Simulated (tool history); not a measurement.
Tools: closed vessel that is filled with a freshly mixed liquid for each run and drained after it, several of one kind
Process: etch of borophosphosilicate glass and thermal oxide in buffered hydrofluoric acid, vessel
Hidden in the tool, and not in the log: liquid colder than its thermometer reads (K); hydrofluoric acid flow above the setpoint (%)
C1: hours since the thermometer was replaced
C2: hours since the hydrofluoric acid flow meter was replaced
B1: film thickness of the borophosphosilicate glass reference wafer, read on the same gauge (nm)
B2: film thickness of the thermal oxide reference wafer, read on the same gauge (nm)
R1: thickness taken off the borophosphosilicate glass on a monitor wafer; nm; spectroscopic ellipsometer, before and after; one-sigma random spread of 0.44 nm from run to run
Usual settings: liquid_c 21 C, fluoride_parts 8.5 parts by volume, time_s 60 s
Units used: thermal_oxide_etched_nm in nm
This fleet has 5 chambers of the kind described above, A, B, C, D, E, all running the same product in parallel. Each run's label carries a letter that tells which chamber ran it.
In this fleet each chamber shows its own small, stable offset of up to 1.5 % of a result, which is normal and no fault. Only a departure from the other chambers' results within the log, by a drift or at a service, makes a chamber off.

Run 1A, hour 7.1: usual settings; C1 394.8; C2 325; B1 79.984; B2 120.01. Result: R1 106.09 nm, thermal_oxide_etched_nm 67.515 nm.
Run 2E, hour 17.1: usual settings; C1 1076.4; C2 1925.2; B1 79.993; B2 120. Result: R1 104.81 nm, thermal_oxide_etched_nm 66.727 nm.
At hour 22.5: chamber E: hydrofluoric acid flow meter replaced.
Run 3C, hour 26.5: usual settings; C1 831.7; C2 777.2; B1 80.006; B2 120.01. Result: R1 105.91 nm, thermal_oxide_etched_nm 66.888 nm.
Run 4D, hour 32.7: usual settings; C1 2001.6; C2 163.6; B1 80.004; B2 120.02. Result: R1 103.85 nm, thermal_oxide_etched_nm 66.64 nm.
Run 5B, hour 39.6: usual settings; C1 979.4; C2 395.8; B1 79.985; B2 120.01. Result: R1 102.9 nm, thermal_oxide_etched_nm 66.887 nm.
Run 6C, hour 49.7: usual settings; C1 854.9; C2 800.4; B1 80.013; B2 119.98. Result: R1 104.57 nm, thermal_oxide_etched_nm 67.225 nm.
Run 7A, hour 61.7: usual settings; C1 449.4; C2 379.6; B1 79.997; B2 119.99. Result: R1 104.81 nm, thermal_oxide_etched_nm 67.486 nm.
Run 8E, hour 67.7: usual settings; C1 1127; C2 45.3; B1 79.991; B2 119.99. Result: R1 105.33 nm, thermal_oxide_etched_nm 67.426 nm.
Run 9D, hour 76.5: usual settings; C1 2045.4; C2 207.4; B1 80.016; B2 119.99. Result: R1 103.64 nm, thermal_oxide_etched_nm 67.003 nm.
Run 10B, hour 88.9: usual settings; C1 1028.7; C2 445.1; B1 80.023; B2 120. Result: R1 103.99 nm, thermal_oxide_etched_nm 66.902 nm.
Run 11A, hour 95.8: usual settings; C1 483.5; C2 413.7; B1 80.007; B2 119.98. Result: R1 105.79 nm, thermal_oxide_etched_nm 67.799 nm.
Run 12C, hour 105.3: usual settings; C1 910.5; C2 856; B1 79.979; B2 119.99. Result: R1 105.6 nm, thermal_oxide_etched_nm 67.005 nm.
Run 13B, hour 116.6: usual settings; C1 1056.4; C2 472.8; B1 79.972; B2 120.01. Result: R1 103.64 nm, thermal_oxide_etched_nm 66.816 nm.
Run 14E, hour 128: usual settings; C1 1187.3; C2 105.6; B1 80.049; B2 120. Result: R1 103.98 nm, thermal_oxide_etched_nm 67.416 nm.
Run 15D, hour 136.2: usual settings; C1 2105.1; C2 267.1; B1 79.99; B2 120.01. Result: R1 103.24 nm, thermal_oxide_etched_nm 67.225 nm.
Run 16E, hour 148.3: usual settings; C1 1207.6; C2 125.9; B1 79.955; B2 120.01. Result: R1 104.87 nm, thermal_oxide_etched_nm 67.292 nm.
Run 17A, hour 155.9: usual settings; C1 543.6; C2 473.8; B1 79.957; B2 119.97. Result: R1 106.5 nm, thermal_oxide_etched_nm 67.338 nm.
Run 18C, hour 168: usual settings; C1 973.2; C2 918.7; B1 80.009; B2 120. Result: R1 104.91 nm, thermal_oxide_etched_nm 66.519 nm.
Run 19D, hour 173.9: usual settings; C1 2142.8; C2 304.8; B1 80.015; B2 120.01. Result: R1 103.63 nm, thermal_oxide_etched_nm 66.982 nm.
Run 20B, hour 186.5: usual settings; C1 1126.3; C2 542.7; B1 80.004; B2 119.99. Result: R1 103.35 nm, thermal_oxide_etched_nm 67.19 nm.
Run 21C, hour 197.6: usual settings; C1 1002.8; C2 948.3; B1 80.025; B2 120.03. Result: R1 104.8 nm, thermal_oxide_etched_nm 66.625 nm.
Run 22B, hour 211.1: usual settings; C1 1150.9; C2 567.3; B1 79.956; B2 120. Result: R1 103.75 nm, thermal_oxide_etched_nm 67.12 nm.
Run 23D, hour 224.4: usual settings; C1 2193.3; C2 355.3; B1 79.971; B2 120. Result: R1 103.35 nm, thermal_oxide_etched_nm 67.211 nm.
Run 24E, hour 237.3: usual settings; C1 1296.6; C2 214.9; B1 80.015; B2 119.98. Result: R1 105 nm, thermal_oxide_etched_nm 66.961 nm.
Run 25A, hour 246.3: usual settings; C1 634; C2 564.2; B1 80.01; B2 120.03. Result: R1 106.25 nm, thermal_oxide_etched_nm 67.412 nm.
Run 26E, hour 258.7: usual settings; C1 1318; C2 236.3; B1 80.004; B2 120. Result: R1 104.97 nm, thermal_oxide_etched_nm 67.3 nm.
Run 27C, hour 266.6: usual settings; C1 1071.8; C2 1017.3; B1 80.044; B2 120. Result: R1 104.95 nm, thermal_oxide_etched_nm 66.92 nm.
Run 28D, hour 273.5: usual settings; C1 2242.4; C2 404.4; B1 80.013; B2 120. Result: R1 104.27 nm, thermal_oxide_etched_nm 66.773 nm.
Run 29B, hour 285.2: usual settings; C1 1225; C2 641.4; B1 79.995; B2 119.99. Result: R1 103.31 nm, thermal_oxide_etched_nm 67.077 nm.
Run 30A, hour 297.6: usual settings; C1 685.3; C2 615.5; B1 80.016; B2 119.98. Result: R1 106.23 nm, thermal_oxide_etched_nm 68.335 nm.
Run 31C, hour 309.9: usual settings; C1 1115.1; C2 1060.6; B1 80.015; B2 119.99. Result: R1 105.55 nm, thermal_oxide_etched_nm 66.825 nm.
At hour 316.5: chamber D: hydrofluoric acid flow meter replaced.
Run 32B, hour 318.7: usual settings but liquid_c 18 C, fluoride_parts 6.5 parts by volume; C1 1258.5; C2 674.9; B1 80.002; B2 120.01. Result: R1 115.82 nm, thermal_oxide_etched_nm 74.223 nm.
Run 33E, hour 329.5: usual settings but liquid_c 18 C, fluoride_parts 6.5 parts by volume; C1 1388.8; C2 307.1; B1 80.006; B2 120.01. Result: R1 116.45 nm, thermal_oxide_etched_nm 74.616 nm.
Run 34D, hour 338.1: usual settings but liquid_c 18 C, fluoride_parts 6.5 parts by volume; C1 2307; C2 21.6; B1 80.021; B2 120.02. Result: R1 115.2 nm, thermal_oxide_etched_nm 73.949 nm.
Run 35A, hour 345.1: usual settings but liquid_c 18 C, fluoride_parts 6.5 parts by volume; C1 732.8; C2 663; B1 80.005; B2 119.99. Result: R1 119.36 nm, thermal_oxide_etched_nm 75.292 nm.

Next, every chamber runs the same settings. What will each give?
Run 36A, hour 355.1: usual settings but fluoride_parts 7 parts by volume. Result: R1 ?, thermal_oxide_etched_nm ?.
Run 36B, hour 355.1: usual settings but fluoride_parts 7 parts by volume. Result: R1 ?, thermal_oxide_etched_nm ?.
Run 36C, hour 355.1: usual settings but fluoride_parts 7 parts by volume. Result: R1 ?, thermal_oxide_etched_nm ?.
Run 36D, hour 355.1: usual settings but fluoride_parts 7 parts by volume. Result: R1 ?, thermal_oxide_etched_nm ?.
Run 36E, hour 355.1: usual settings but fluoride_parts 7 parts by volume. Result: R1 ?, thermal_oxide_etched_nm ?.

run      R1  thermal_oxide_etched_nm
36A  130.42                   83.687
36B  127.96                   82.507
36C  130.54                   82.732
36D  127.91                   82.554
36E  129.59                    82.27
